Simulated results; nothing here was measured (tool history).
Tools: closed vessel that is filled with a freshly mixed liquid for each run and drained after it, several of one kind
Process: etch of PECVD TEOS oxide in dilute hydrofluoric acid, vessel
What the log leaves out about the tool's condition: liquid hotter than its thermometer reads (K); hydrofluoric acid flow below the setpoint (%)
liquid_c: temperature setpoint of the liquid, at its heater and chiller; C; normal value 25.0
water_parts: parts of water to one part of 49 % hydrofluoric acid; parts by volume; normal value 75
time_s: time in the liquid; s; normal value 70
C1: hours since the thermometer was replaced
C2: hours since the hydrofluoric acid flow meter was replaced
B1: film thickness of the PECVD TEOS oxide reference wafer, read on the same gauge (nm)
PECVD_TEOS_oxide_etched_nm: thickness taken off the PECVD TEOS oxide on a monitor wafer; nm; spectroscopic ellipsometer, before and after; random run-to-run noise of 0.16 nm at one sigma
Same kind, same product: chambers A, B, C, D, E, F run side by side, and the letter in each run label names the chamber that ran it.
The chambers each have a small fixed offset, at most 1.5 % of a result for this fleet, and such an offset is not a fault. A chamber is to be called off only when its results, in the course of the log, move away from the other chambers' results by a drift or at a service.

{"run": "1B", "hour": 6.8, "liquid_c": 25.0, "water_parts": 75, "time_s": 70, "C1": 182.5, "C2": 451.4, "B1": 39.988, "PECVD_TEOS_oxide_etched_nm": 18.386}
{"run": "2D", "hour": 13.6, "liquid_c": 25.0, "water_parts": 75, "time_s": 70, "C1": 414.9, "C2": 758.6, "B1": 39.997, "PECVD_TEOS_oxide_etched_nm": 18.497}
{"run": "3F", "hour": 24.5, "liquid_c": 25.0, "water_parts": 75, "time_s": 70, "C1": 1494.9, "C2": 397.2, "B1": 40.01, "PECVD_TEOS_oxide_etched_nm": 18.486}
{"run": "4E", "hour": 36.4, "liquid_c": 25.0, "water_parts": 75, "time_s": 70, "C1": 70.2, "C2": 1649.5, "B1": 40.012, "PECVD_TEOS_oxide_etched_nm": 18.108}
{"run": "5A", "hour": 50.3, "liquid_c": 25.0, "water_parts": 75, "time_s": 70, "C1": 1405.5, "C2": 799.0, "B1": 39.997, "PECVD_TEOS_oxide_etched_nm": 18.5}
{"run": "6C", "hour": 59.2, "liquid_c": 25.0, "water_parts": 105, "time_s": 100, "C1": 1979.0, "C2": 938.3, "B1": 39.993, "PECVD_TEOS_oxide_etched_nm": 18.273}
{"run": "7B", "hour": 71.5, "liquid_c": 25.0, "water_parts": 105, "time_s": 100, "C1": 247.2, "C2": 516.1, "B1": 39.992, "PECVD_TEOS_oxide_etched_nm": 18.083}
{"run": "8E", "hour": 81.4, "liquid_c": 25.0, "water_parts": 105, "time_s": 100, "C1": 115.2, "C2": 1694.5, "B1": 40.003, "PECVD_TEOS_oxide_etched_nm": 17.783}
{"run": "9D", "hour": 93.1, "liquid_c": 25.0, "water_parts": 105, "time_s": 100, "C1": 494.4, "C2": 838.1, "B1": 40.004, "PECVD_TEOS_oxide_etched_nm": 18.118}
{"run": "10F", "hour": 102.7, "liquid_c": 25.0, "water_parts": 105, "time_s": 100, "C1": 1573.1, "C2": 475.4, "B1": 39.992, "PECVD_TEOS_oxide_etched_nm": 17.976}
{"run": "11A", "hour": 110.8, "liquid_c": 25.0, "water_parts": 105, "time_s": 100, "C1": 1466.0, "C2": 859.5, "B1": 39.986, "PECVD_TEOS_oxide_etched_nm": 18.073}
{"run": "12C", "hour": 122.9, "liquid_c": 20.5, "water_parts": 75, "time_s": 95, "C1": 2042.7, "C2": 1002.0, "B1": 39.982, "PECVD_TEOS_oxide_etched_nm": 21.453}
{"run": "13E", "hour": 130.6, "liquid_c": 20.5, "water_parts": 75, "time_s": 95, "C1": 164.4, "C2": 1743.7, "B1": 39.984, "PECVD_TEOS_oxide_etched_nm": 20.411}
{"run": "14B", "hour": 138.4, "liquid_c": 20.5, "water_parts": 75, "time_s": 95, "C1": 314.1, "C2": 583.0, "B1": 39.996, "PECVD_TEOS_oxide_etched_nm": 20.659}
{"run": "15C", "hour": 151.7, "liquid_c": 20.5, "water_parts": 75, "time_s": 95, "C1": 2071.5, "C2": 1030.8, "B1": 39.998, "PECVD_TEOS_oxide_etched_nm": 21.143}
{"hour": 157.5, "done": "chamber D: thermometer replaced"}
{"run": "16A", "hour": 159.2, "liquid_c": 20.5, "water_parts": 75, "time_s": 95, "C1": 1514.4, "C2": 907.9, "B1": 39.998, "PECVD_TEOS_oxide_etched_nm": 20.719}
{"run": "17D", "hour": 167.8, "liquid_c": 20.5, "water_parts": 75, "time_s": 95, "C1": 10.3, "C2": 912.8, "B1": 40.004, "PECVD_TEOS_oxide_etched_nm": 20.854}
{"run": "18F", "hour": 177.8, "liquid_c": 25.0, "water_parts": 75, "time_s": 70, "C1": 1648.2, "C2": 550.5, "B1": 40.024, "PECVD_TEOS_oxide_etched_nm": 18.145}
{"run": "19D", "hour": 185.1, "liquid_c": 25.0, "water_parts": 75, "time_s": 70, "C1": 27.6, "C2": 930.1, "B1": 39.975, "PECVD_TEOS_oxide_etched_nm": 18.598}
{"run": "20A", "hour": 192.0, "liquid_c": 25.0, "water_parts": 75, "time_s": 70, "C1": 1547.2, "C2": 940.7, "B1": 39.975, "PECVD_TEOS_oxide_etched_nm": 18.624}
{"run": "21B", "hour": 198.6, "liquid_c": 27.5, "water_parts": 75, "time_s": 70, "C1": 374.3, "C2": 643.2, "B1": 39.983, "PECVD_TEOS_oxide_etched_nm": 20.282}
{"hour": 207.1, "done": "chamber A: thermometer replaced"}
{"run": "22F", "hour": 208.8, "liquid_c": 27.5, "water_parts": 75, "time_s": 70, "C1": 1679.2, "C2": 581.5, "B1": 40.019, "PECVD_TEOS_oxide_etched_nm": 20.208}
{"run": "23C", "hour": 217.3, "liquid_c": 27.5, "water_parts": 75, "time_s": 70, "C1": 2137.1, "C2": 1096.4, "B1": 39.994, "PECVD_TEOS_oxide_etched_nm": 20.775}
{"run": "24E", "hour": 228.7, "liquid_c": 27.5, "water_parts": 75, "time_s": 70, "C1": 262.5, "C2": 1841.8, "B1": 39.969, "PECVD_TEOS_oxide_etched_nm": 19.906}
{"hour": 233.2, "done": "chamber F: hydrofluoric acid flow meter replaced"}
{"run": "25D", "hour": 240.4, "liquid_c": 27.5, "water_parts": 75, "time_s": 70, "C1": 82.9, "C2": 985.4, "B1": 40.006, "PECVD_TEOS_oxide_etched_nm": 20.172}
{"run": "26B", "hour": 249.9, "liquid_c": 27.5, "water_parts": 75, "time_s": 70, "C1": 425.6, "C2": 694.5, "B1": 40.001, "PECVD_TEOS_oxide_etched_nm": 20.37}
{"run": "27F", "hour": 260.4, "liquid_c": 25.0, "water_parts": 75, "time_s": 70, "C1": 1730.8, "C2": 27.2, "B1": 40.026, "PECVD_TEOS_oxide_etched_nm": 18.08}
{"run": "28A", "hour": 269.7, "liquid_c": 25.0, "water_parts": 75, "time_s": 70, "C1": 62.6, "C2": 1018.4, "B1": 40.0, "PECVD_TEOS_oxide_etched_nm": 18.366}
{"run": "29E", "hour": 281.1, "liquid_c": 25.0, "water_parts": 75, "time_s": 70, "C1": 314.9, "C2": 1894.2, "B1": 39.997, "PECVD_TEOS_oxide_etched_nm": 18.213}
{"run": "30C", "hour": 293.2, "liquid_c": 25.0, "water_parts": 55, "time_s": 70, "C1": 2213.0, "C2": 1172.3, "B1": 39.982, "PECVD_TEOS_oxide_etched_nm": 26.111}
{"run": "31B", "hour": 304.5, "liquid_c": 25.0, "water_parts": 55, "time_s": 70, "C1": 480.2, "C2": 749.1, "B1": 40.01, "PECVD_TEOS_oxide_etched_nm": 25.792}
{"run": "32C", "hour": 316.1, "liquid_c": 25.0, "water_parts": 55, "time_s": 70, "C1": 2235.9, "C2": 1195.2, "B1": 39.993, "PECVD_TEOS_oxide_etched_nm": 25.651}
{"run": "33D", "hour": 328.5, "liquid_c": 25.0, "water_parts": 55, "time_s": 70, "C1": 171.0, "C2": 1073.5, "B1": 39.988, "PECVD_TEOS_oxide_etched_nm": 25.85}
{"run": "34E", "hour": 340.4, "liquid_c": 25.0, "water_parts": 55, "time_s": 70, "C1": 374.2, "C2": 1953.5, "B1": 40.003, "PECVD_TEOS_oxide_etched_nm": 25.783}
{"run": "35F", "hour": 353.7, "liquid_c": 25.0, "water_parts": 55, "time_s": 70, "C1": 1824.1, "C2": 120.5, "B1": 40.015, "PECVD_TEOS_oxide_etched_nm": 25.572}
{"run": "36A", "hour": 362.1, "liquid_c": 25.0, "water_parts": 75, "time_s": 70, "C1": 155.0, "C2": 1110.8, "B1": 40.017, "PECVD_TEOS_oxide_etched_nm": 18.444}
{"run": "37A", "hour": 372.5, "liquid_c": 25.0, "water_parts": 75, "time_s": 70, "C1": 165.4, "C2": 1121.2, "B1": 40.005, "PECVD_TEOS_oxide_etched_nm": 18.276}
{"run": "38B", "hour": 385.4, "liquid_c": 25.0, "water_parts": 75, "time_s": 70, "C1": 561.1, "C2": 830.0, "B1": 40.018, "PECVD_TEOS_oxide_etched_nm": 18.554}
{"run": "39C", "hour": 398.1, "liquid_c": 25.0, "water_parts": 75, "time_s": 70, "C1": 2317.9, "C2": 1277.2, "B1": 40.008, "PECVD_TEOS_oxide_etched_nm": 18.665}
{"run": "40D", "hour": 411.5, "liquid_c": 25.0, "water_parts": 75, "time_s": 70, "C1": 254.0, "C2": 1156.5, "B1": 40.015, "PECVD_TEOS_oxide_etched_nm": 18.846}
{"run": "41F", "hour": 423.9, "liquid_c": 25.0, "water_parts": 105, "time_s": 70, "C1": 1894.3, "C2": 190.7, "B1": 40.02, "PECVD_TEOS_oxide_etched_nm": 12.664}
{"run": "42E", "hour": 433.3, "liquid_c": 25.0, "water_parts": 105, "time_s": 70, "C1": 467.1, "C2": 2046.4, "B1": 40.005, "PECVD_TEOS_oxide_etched_nm": 12.469}

Does one chamber stand apart from the rest, does the shared gauge drift, or is all well apart from small per-chamber offsets? Give the chamber and the most likely cause, where there is one.

No chamber stands off beyond its own small offset, and the gauge holds steady.
